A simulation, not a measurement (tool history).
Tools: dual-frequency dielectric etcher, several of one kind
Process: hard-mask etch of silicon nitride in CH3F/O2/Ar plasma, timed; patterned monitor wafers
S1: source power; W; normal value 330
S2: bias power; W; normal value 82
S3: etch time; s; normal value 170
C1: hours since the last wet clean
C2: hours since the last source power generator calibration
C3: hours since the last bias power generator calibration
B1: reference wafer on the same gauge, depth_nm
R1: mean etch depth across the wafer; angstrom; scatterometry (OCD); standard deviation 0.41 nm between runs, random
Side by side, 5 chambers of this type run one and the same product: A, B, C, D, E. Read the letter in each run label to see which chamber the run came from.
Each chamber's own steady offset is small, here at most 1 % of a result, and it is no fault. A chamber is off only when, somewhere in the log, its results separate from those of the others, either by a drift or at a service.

Run 1E, hour 8.6: usual settings; C1 717.1; C2 1427.7; C3 726.9; B1 98.019. Result: R1 1148.5 angstrom.
At hour 18.3: chamber E: wet clean of the chamber.
Run 2C, hour 18.7: usual settings; C1 489.9; C2 2011.2; C3 4000.4; B1 98.043. Result: R1 1163.5 angstrom.
Run 3A, hour 29.4: usual settings; C1 309.7; C2 921.5; C3 1861.9; B1 97.928. Result: R1 1160.7 angstrom.
Run 4B, hour 42.9: usual settings; C1 488.1; C2 608.3; C3 1856.8; B1 98.042. Result: R1 1160.8 angstrom.
Run 5D, hour 52: usual settings; C1 462.5; C2 3723.9; C3 199.9; B1 98.022. Result: R1 1150.9 angstrom.
Run 6B, hour 61.6: usual settings; C1 506.8; C2 627; C3 1875.5; B1 98.065. Result: R1 1143.6 angstrom.
At hour 66.5: chamber D: wet clean of the chamber.
Run 7A, hour 72.7: usual settings; C1 353; C2 964.8; C3 1905.2; B1 98.015. Result: R1 1167.8 angstrom.
Run 8C, hour 80.1: usual settings; C1 551.3; C2 2072.6; C3 4061.8; B1 97.944. Result: R1 1167.6 angstrom.
At hour 83.2: chamber B: wet clean of the chamber.
Run 9D, hour 90.4: usual settings; C1 23.9; C2 3762.3; C3 238.3; B1 97.968. Result: R1 1157.8 angstrom.
Run 10E, hour 99.4: usual settings; C1 81.2; C2 1518.5; C3 817.7; B1 97.99. Result: R1 1154.6 angstrom.
Run 11D, hour 109.2: usual settings; C1 42.7; C2 3781.1; C3 257.1; B1 97.992. Result: R1 1153.5 angstrom.
At hour 115.7: chamber C: wet clean of the chamber.
Run 12B, hour 120.7: usual settings; C1 37.6; C2 686.1; C3 1934.6; B1 97.962. Result: R1 1156.4 angstrom.
Run 13C, hour 128.5: usual settings; C1 12.9; C2 2121; C3 4110.2; B1 98.129. Result: R1 1209.1 angstrom.
Run 14A, hour 137.3: usual settings but S1 280 W; C1 417.6; C2 1029.4; C3 1969.8; B1 98.106. Result: R1 1096.7 angstrom.
Run 15E, hour 144: usual settings but S1 280 W; C1 125.8; C2 1563.1; C3 862.3; B1 98.051. Result: R1 1084.4 angstrom.
Run 16E, hour 157.7: usual settings but S1 280 W; C1 139.5; C2 1576.8; C3 876; B1 98.018. Result: R1 1079.4 angstrom.
Run 17A, hour 170.4: usual settings but S1 280 W; C1 450.7; C2 1062.5; C3 2002.9; B1 98.053. Result: R1 1095.6 angstrom.
Run 18D, hour 179.7: usual settings but S1 280 W; C1 113.2; C2 3851.6; C3 327.6; B1 98.059. Result: R1 1086.7 angstrom.
Run 19B, hour 186.4: usual settings; C1 103.3; C2 751.8; C3 2000.3; B1 98.035. Result: R1 1152.9 angstrom.
At hour 198.8: chamber A: wet clean of the chamber.
Run 20C, hour 199.4: usual settings; C1 83.8; C2 2191.9; C3 4181.1; B1 98.017. Result: R1 1216.3 angstrom.
Run 21D, hour 211.3: usual settings; C1 144.8; C2 3883.2; C3 359.2; B1 97.972. Result: R1 1156.3 angstrom.
Run 22E, hour 223.2: usual settings; C1 205; C2 1642.3; C3 941.5; B1 97.944. Result: R1 1154.3 angstrom.
Run 23B, hour 234.3: usual settings; C1 151.2; C2 799.7; C3 2048.2; B1 98.075. Result: R1 1148.3 angstrom.
Run 24C, hour 246.3: usual settings but S2 64 W; C1 130.7; C2 2238.8; C3 4228; B1 98.063. Result: R1 1112.5 angstrom.
Run 25A, hour 257.5: usual settings but S2 64 W; C1 58.7; C2 1149.6; C3 2090; B1 97.957. Result: R1 1072.4 angstrom.
Run 26A, hour 269.9: usual settings but S2 64 W; C1 71.1; C2 1162; C3 2102.4; B1 97.962. Result: R1 1075.7 angstrom.
Run 27D, hour 280.4: usual settings but S2 64 W; C1 213.9; C2 3952.3; C3 428.3; B1 97.995. Result: R1 1062.3 angstrom.
Run 28C, hour 293.3: usual settings but S2 64 W; C1 177.7; C2 2285.8; C3 4275; B1 97.94. Result: R1 1119.8 angstrom.
Run 29B, hour 307.3: usual settings; C1 224.2; C2 872.7; C3 2121.2; B1 97.905. Result: R1 1148.9 angstrom.
Run 30E, hour 316: usual settings; C1 297.8; C2 1735.1; C3 1034.3; B1 98.107. Result: R1 1155.9 angstrom.
Run 31A, hour 323.2: usual settings; C1 124.4; C2 1215.3; C3 2155.7; B1 98.031. Result: R1 1157.6 angstrom.
Run 32B, hour 334.6: usual settings; C1 251.5; C2 900; C3 2148.5; B1 97.954. Result: R1 1150.4 angstrom.

Has any chamber moved away from the others, gradually or after a service, or does the common gauge drift, or do the chambers differ only by their own small steady offsets? State the chamber and the most likely cause if one applies.

Chamber C has stood off from the others ever since a service on it.
Cause: etch rate over this chamber's usual, % = 4.43.

Which of the 4 candidates below, each the usual settings with something changed and its results left as question marks, puts chamber C back in line with what the other chambers give on the usual settings?
To be in line, a result may differ from the other chambers' mean on the usual settings by at most: R1 14 angstrom
Run 33C-1, hour 345.3: usual settings but S2 70 W. Result: R1 ?.
Run 33C-2, hour 345.3: usual settings but S3 173.5 s. Result: R1 ?.
Run 33C-3, hour 345.3: usual settings but S2 83 W, S3 178 s. Result: R1 ?.
Run 33C-4, hour 345.3: usual settings but S3 166.5 s. Result: R1 ?.

Mean of the other chambers on the usual settings: R1 1155.8 angstrom
  run      R1
33C-1    1152
33C-2  1243.6
33C-3  1281.5
33C-4  1193.4
33C-1 brings the chamber back in line.

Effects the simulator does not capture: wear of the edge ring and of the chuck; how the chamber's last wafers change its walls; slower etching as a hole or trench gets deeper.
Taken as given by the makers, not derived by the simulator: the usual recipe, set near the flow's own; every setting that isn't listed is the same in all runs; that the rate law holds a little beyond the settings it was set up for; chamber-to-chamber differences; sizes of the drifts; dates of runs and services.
